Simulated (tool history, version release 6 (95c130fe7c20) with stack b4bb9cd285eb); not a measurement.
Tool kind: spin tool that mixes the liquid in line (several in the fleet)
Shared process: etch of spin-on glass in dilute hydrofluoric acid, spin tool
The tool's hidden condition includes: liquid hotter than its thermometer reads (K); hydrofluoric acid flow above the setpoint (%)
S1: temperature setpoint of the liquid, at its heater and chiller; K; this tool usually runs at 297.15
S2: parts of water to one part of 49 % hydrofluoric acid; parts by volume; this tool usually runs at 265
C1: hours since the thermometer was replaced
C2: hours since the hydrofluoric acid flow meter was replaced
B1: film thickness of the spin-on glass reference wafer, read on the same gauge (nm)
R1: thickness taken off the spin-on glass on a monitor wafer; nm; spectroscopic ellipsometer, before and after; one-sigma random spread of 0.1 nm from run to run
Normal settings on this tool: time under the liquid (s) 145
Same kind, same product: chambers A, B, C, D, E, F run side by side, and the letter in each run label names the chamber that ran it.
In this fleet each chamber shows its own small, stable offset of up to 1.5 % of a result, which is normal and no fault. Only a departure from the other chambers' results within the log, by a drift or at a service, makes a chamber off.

{"run": "1A", "day": 0.371, "S1": 297.15, "S2": 265, "time under the liquid (s)": 145, "C1": 1284.1, "C2": 1319.0, "B1": 50.011, "R1": 15.142}
{"run": "2B", "day": 0.833, "S1": 297.15, "S2": 265, "time under the liquid (s)": 145, "C1": 844.3, "C2": 430.1, "B1": 50.004, "R1": 15.514}
{"run": "3E", "day": 1.292, "S1": 297.15, "S2": 265, "time under the liquid (s)": 145, "C1": 1287.3, "C2": 314.5, "B1": 50.004, "R1": 15.408}
{"run": "4C", "day": 1.704, "S1": 297.15, "S2": 265, "time under the liquid (s)": 145, "C1": 957.9, "C2": 297.8, "B1": 49.997, "R1": 15.181}
{"run": "5F", "day": 2.196, "S1": 297.15, "S2": 265, "time under the liquid (s)": 145, "C1": 2185.7, "C2": 1171.2, "B1": 50.009, "R1": 15.427}
{"run": "6D", "day": 2.625, "S1": 297.15, "S2": 265, "time under the liquid (s)": 145, "C1": 871.3, "C2": 1584.1, "B1": 49.995, "R1": 15.391}
{"run": "7E", "day": 3.2, "S1": 297.15, "S2": 265, "time under the liquid (s)": 120, "C1": 1333.1, "C2": 360.3, "B1": 50.008, "R1": 12.598}
{"run": "8A", "day": 3.583, "S1": 297.15, "S2": 265, "time under the liquid (s)": 120, "C1": 1361.2, "C2": 1396.1, "B1": 50.011, "R1": 12.57}
{"run": "9C", "day": 3.996, "S1": 297.15, "S2": 265, "time under the liquid (s)": 120, "C1": 1012.9, "C2": 352.8, "B1": 49.992, "R1": 12.671}
{"run": "10B", "day": 4.35, "S1": 297.15, "S2": 265, "time under the liquid (s)": 120, "C1": 928.7, "C2": 514.5, "B1": 50.005, "R1": 12.633}
{"run": "11F", "day": 4.771, "S1": 297.15, "S2": 265, "time under the liquid (s)": 120, "C1": 2247.5, "C2": 1233.0, "B1": 49.998, "R1": 12.719}
{"run": "12D", "day": 5.317, "S1": 297.15, "S2": 265, "time under the liquid (s)": 120, "C1": 935.9, "C2": 1648.7, "B1": 50.0, "R1": 12.919}
{"run": "13E", "day": 5.8, "S1": 297.15, "S2": 265, "time under the liquid (s)": 145, "C1": 1395.5, "C2": 422.7, "B1": 49.994, "R1": 15.587}
{"run": "14F", "day": 6.279, "S1": 297.15, "S2": 265, "time under the liquid (s)": 145, "C1": 2283.7, "C2": 1269.2, "B1": 49.999, "R1": 15.425}
{"day": 6.633, "done": "chamber B: hydrofluoric acid flow meter replaced"}
{"run": "15B", "day": 6.683, "S1": 297.15, "S2": 265, "time under the liquid (s)": 145, "C1": 984.7, "C2": 1.3, "B1": 50.019, "R1": 15.321}
{"run": "16A", "day": 7.292, "S1": 297.15, "S2": 265, "time under the liquid (s)": 145, "C1": 1450.2, "C2": 1485.1, "B1": 50.024, "R1": 15.445}
{"run": "17C", "day": 7.788, "S1": 297.15, "S2": 265, "time under the liquid (s)": 145, "C1": 1103.9, "C2": 443.8, "B1": 49.99, "R1": 15.528}
{"run": "18D", "day": 8.379, "S1": 297.15, "S2": 265, "time under the liquid (s)": 145, "C1": 1009.4, "C2": 1722.2, "B1": 49.999, "R1": 15.409}
{"run": "19C", "day": 8.754, "S1": 297.15, "S2": 265, "time under the liquid (s)": 145, "C1": 1127.1, "C2": 467.0, "B1": 49.977, "R1": 15.289}
{"run": "20F", "day": 9.112, "S1": 297.15, "S2": 265, "time under the liquid (s)": 145, "C1": 2351.7, "C2": 1337.2, "B1": 49.994, "R1": 15.416}
{"run": "21D", "day": 9.733, "S1": 297.15, "S2": 265, "time under the liquid (s)": 145, "C1": 1041.9, "C2": 1754.7, "B1": 50.001, "R1": 15.555}
{"run": "22E", "day": 10.179, "S1": 297.15, "S2": 265, "time under the liquid (s)": 145, "C1": 1500.6, "C2": 527.8, "B1": 49.996, "R1": 15.428}
{"run": "23B", "day": 10.762, "S1": 297.15, "S2": 265, "time under the liquid (s)": 145, "C1": 1082.6, "C2": 99.2, "B1": 50.02, "R1": 15.347}
{"run": "24A", "day": 11.35, "S1": 297.15, "S2": 265, "time under the liquid (s)": 145, "C1": 1547.6, "C2": 1582.5, "B1": 50.014, "R1": 16.0}
{"run": "25A", "day": 11.754, "S1": 297.15, "S2": 265, "time under the liquid (s)": 145, "C1": 1557.3, "C2": 1592.2, "B1": 49.991, "R1": 15.672}
{"run": "26E", "day": 12.158, "S1": 297.15, "S2": 265, "time under the liquid (s)": 145, "C1": 1548.1, "C2": 575.3, "B1": 49.991, "R1": 15.358}
{"run": "27B", "day": 12.792, "S1": 297.15, "S2": 265, "time under the liquid (s)": 145, "C1": 1131.3, "C2": 147.9, "B1": 49.996, "R1": 15.265}
{"run": "28D", "day": 13.142, "S1": 297.15, "S2": 265, "time under the liquid (s)": 145, "C1": 1123.7, "C2": 1836.5, "B1": 50.011, "R1": 15.429}
{"day": 13.496, "done": "chamber F: thermometer replaced"}
{"run": "29C", "day": 13.754, "S1": 297.15, "S2": 265, "time under the liquid (s)": 145, "C1": 1247.1, "C2": 587.0, "B1": 49.991, "R1": 15.317}
{"run": "30F", "day": 14.062, "S1": 297.15, "S2": 265, "time under the liquid (s)": 145, "C1": 13.6, "C2": 1456.0, "B1": 50.02, "R1": 15.285}
{"run": "31A", "day": 14.438, "S1": 297.15, "S2": 265, "time under the liquid (s)": 145, "C1": 1621.7, "C2": 1656.6, "B1": 50.005, "R1": 15.945}
{"day": 14.733, "done": "chamber F: hydrofluoric acid flow meter replaced"}
{"run": "32F", "day": 15.062, "S1": 299.15, "S2": 220, "time under the liquid (s)": 145, "C1": 37.6, "C2": 7.9, "B1": 49.991, "R1": 20.995}
{"run": "33C", "day": 15.554, "S1": 299.15, "S2": 220, "time under the liquid (s)": 145, "C1": 1290.3, "C2": 630.2, "B1": 49.989, "R1": 20.813}
{"run": "34B", "day": 16.075, "S1": 299.15, "S2": 220, "time under the liquid (s)": 145, "C1": 1210.1, "C2": 226.7, "B1": 50.014, "R1": 20.694}
{"run": "35D", "day": 16.421, "S1": 299.15, "S2": 220, "time under the liquid (s)": 145, "C1": 1202.4, "C2": 1915.2, "B1": 50.005, "R1": 20.857}
{"run": "36E", "day": 16.721, "S1": 299.15, "S2": 220, "time under the liquid (s)": 145, "C1": 1657.6, "C2": 684.8, "B1": 50.013, "R1": 20.611}
{"run": "37F", "day": 17.179, "S1": 299.15, "S2": 220, "time under the liquid (s)": 145, "C1": 88.4, "C2": 58.7, "B1": 49.986, "R1": 20.846}
{"run": "38A", "day": 17.654, "S1": 297.15, "S2": 265, "time under the liquid (s)": 145, "C1": 1698.9, "C2": 1733.8, "B1": 49.983, "R1": 16.281}
{"run": "39D", "day": 18.054, "S1": 297.15, "S2": 265, "time under the liquid (s)": 145, "C1": 1241.6, "C2": 1954.4, "B1": 50.007, "R1": 15.546}
{"run": "40B", "day": 18.496, "S1": 297.15, "S2": 170, "time under the liquid (s)": 220, "C1": 1268.2, "C2": 284.8, "B1": 49.995, "R1": 39.695}
{"run": "41C", "day": 18.908, "S1": 297.15, "S2": 170, "time under the liquid (s)": 220, "C1": 1370.8, "C2": 710.7, "B1": 49.994, "R1": 39.804}
{"run": "42E", "day": 19.271, "S1": 297.15, "S2": 170, "time under the liquid (s)": 220, "C1": 1718.8, "C2": 746.0, "B1": 50.0, "R1": 39.331}
{"run": "43A", "day": 19.746, "S1": 297.15, "S2": 170, "time under the liquid (s)": 220, "C1": 1749.1, "C2": 1784.0, "B1": 50.007, "R1": 41.932}
{"run": "44B", "day": 20.025, "S1": 297.15, "S2": 170, "time under the liquid (s)": 220, "C1": 1304.9, "C2": 321.5, "B1": 49.999, "R1": 40.021}

All 6 chambers run these settings next. Forecast each chamber's results:
{"run": "45A", "day": 20.475, "S1": 294.15, "S2": 265, "time under the liquid (s)": 145, "R1": "?"}
{"run": "45B", "day": 20.475, "S1": 294.15, "S2": 265, "time under the liquid (s)": 145, "R1": "?"}
{"run": "45C", "day": 20.475, "S1": 294.15, "S2": 265, "time under the liquid (s)": 145, "R1": "?"}
{"run": "45D", "day": 20.475, "S1": 294.15, "S2": 265, "time under the liquid (s)": 145, "R1": "?"}
{"run": "45E", "day": 20.475, "S1": 294.15, "S2": 265, "time under the liquid (s)": 145, "R1": "?"}
{"run": "45F", "day": 20.475, "S1": 294.15, "S2": 265, "time under the liquid (s)": 145, "R1": "?"}

run=45A R1=14.696
run=45B R1=13.689
run=45C R1=13.768
run=45D R1=14.026
run=45E R1=13.711
run=45F R1=13.934
